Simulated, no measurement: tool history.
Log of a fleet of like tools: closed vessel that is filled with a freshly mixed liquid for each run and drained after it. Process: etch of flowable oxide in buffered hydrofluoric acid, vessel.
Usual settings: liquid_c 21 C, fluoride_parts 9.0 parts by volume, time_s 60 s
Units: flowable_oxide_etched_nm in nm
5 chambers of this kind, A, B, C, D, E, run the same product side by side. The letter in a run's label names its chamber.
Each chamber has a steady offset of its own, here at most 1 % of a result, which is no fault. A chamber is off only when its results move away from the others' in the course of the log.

run   hour  liquid_c  fluoride_parts  time_s  hours since the thermometer was replaced  hours since the hydrofluoric acid flow meter was replaced  read-back film thickness of the flowable oxide reference wafer, read on the same gauge (nm)  flowable_oxide_etched_nm
 1E    4.1        21             9.0      60                                    1402.5                                                      295.0                                                                                       59.979                   128.770
 2A   11.1        21             9.0      60                                     503.5                                                     1429.9                                                                                       59.961                   130.960
 3C   16.4        21             9.0      60                                    1285.1                                                      152.6                                                                                       60.019                   131.260
 4D   23.5        21             9.0      60                                     971.6                                                      938.9                                                                                       60.015                   131.520
 5B   31.1        21             9.0      60                                    2725.5                                                      773.4                                                                                       60.001                   129.240
 6C   38.3        21             9.0      60                                    1307.0                                                      174.5                                                                                       59.991                   131.500
 7D   44.6        21             9.0      60                                     992.7                                                      960.0                                                                                       60.004                   130.250
 8E   51.1        21             9.0      60                                    1449.5                                                      342.0                                                                                       59.993                   130.930
 9A   57.8        21             9.0      60                                     550.2                                                     1476.6                                                                                       59.995                   128.870
10B   66.1        21             9.0      60                                    2760.5                                                      808.4                                                                                       60.009                   130.240
11E   73.5        21            10.5      60                                    1471.9                                                      364.4                                                                                       59.986                   115.930
12D   78.7        21            10.5      60                                    1026.8                                                      994.1                                                                                       60.004                   116.120
13B   86.2        21            10.5      60                                    2780.6                                                      828.5                                                                                       60.001                   114.600
14C   91.3        21            10.5      60                                    1360.0                                                      227.5                                                                                       59.989                   116.630
15A   95.8        21            10.5      60                                     588.2                                                     1514.6                                                                                       60.014                   114.130
16C  102.0        21             9.0      60                                    1370.7                                                      238.2                                                                                       60.011                   132.270
17E  110.5        21             9.0      60                                    1508.9                                                      401.4                                                                                       60.031                   128.330
     115.0  -- chamber B: thermometer replaced
18D  115.8        21             9.0      60                                    1063.9                                                     1031.2                                                                                       60.011                   130.510
19A  124.0        21             6.0      85                                     616.4                                                     1542.8                                                                                       59.986                   270.370
20B  132.2        21             6.0      85                                      17.2                                                      874.5                                                                                       59.976                   275.970
21B  137.8        21             6.0      85                                      22.8                                                      880.1                                                                                       59.988                   276.120
22A  142.3        21             6.0      85                                     634.7                                                     1561.1                                                                                       60.032                   270.780
23E  149.2        21             6.0      85                                    1547.6                                                      440.1                                                                                       59.997                   274.880
24D  154.4        21             7.5      75                                    1102.5                                                     1069.8                                                                                       59.971                   198.230
25C  160.5        21             7.5      75                                    1429.2                                                      296.7                                                                                       60.008                   199.440
26C  164.5        21             7.5      75                                    1433.2                                                      300.7                                                                                       60.008                   199.970
27E  172.6        21             7.5      75                                    1571.0                                                      463.5                                                                                       59.999                   196.940
28A  176.6        21             7.5      75                                     669.0                                                     1595.4                                                                                       60.006                   188.650
29B  184.8        21             9.0      60                                      69.8                                                      927.1                                                                                       60.023                   129.390
30D  189.4        17             9.0      40                                    1137.5                                                     1104.8                                                                                       60.009                    69.563
31A  194.0        17             9.0      40                                     686.4                                                     1612.8                                                                                       59.987                    67.164
32C  200.8        17             9.0      40                                    1469.5                                                      337.0                                                                                       59.999                    68.997
33D  208.9        17             9.0      40                                    1157.0                                                     1124.3                                                                                       59.986                    69.049
34B  216.6        17             9.0      40                                     101.6                                                      958.9                                                                                       60.008                    69.432
35E  222.0        21             9.0      60                                    1620.4                                                      512.9                                                                                       60.022                   129.150
36C  227.7        21             9.0      30                                    1496.4                                                      363.9                                                                                       60.010                    65.459
37B  234.8        21             9.0      30                                     119.8                                                      977.1                                                                                       60.001                    65.449
38A  240.9        21             9.0      30                                     733.3                                                     1659.7                                                                                       60.002                    62.930

Is one chamber off against the others, does the gauge drift, or is nothing wrong? If a chamber is off, say which, and what the likeliest cause is.

Chamber A drifts away from the others.
Cause: hydrofluoric acid flow below the setpoint (%) = 6.
The log may not tell that from: liquid colder than its thermometer reads (K).

Here are 4 candidates for chamber A's next run, each the usual settings with a change, their results left as question marks. Which one brings its results back in line with what the others give on the usual settings?
In line means no further than this from the other chambers' mean on the usual settings: flowable_oxide_etched_nm 3.200 nm
39A-1  247.1        21             9.0      55                                                                                                                                                                                                                           ?
39A-2  247.1        21             9.0      65                                                                                                                                                                                                                           ?
39A-3  247.1        21             9.5      60                                                                                                                                                                                                                           ?
39A-4  247.1        21             8.5      60                                                                                                                                                                                                                           ?

The other chambers' mean on the usual settings: flowable_oxide_etched_nm 130.290 nm
  run  flowable_oxide_etched_nm
39A-1                   115.220
39A-2                   136.170
39A-3                   121.040
39A-4                   130.310
39A-4 brings the chamber back in line.
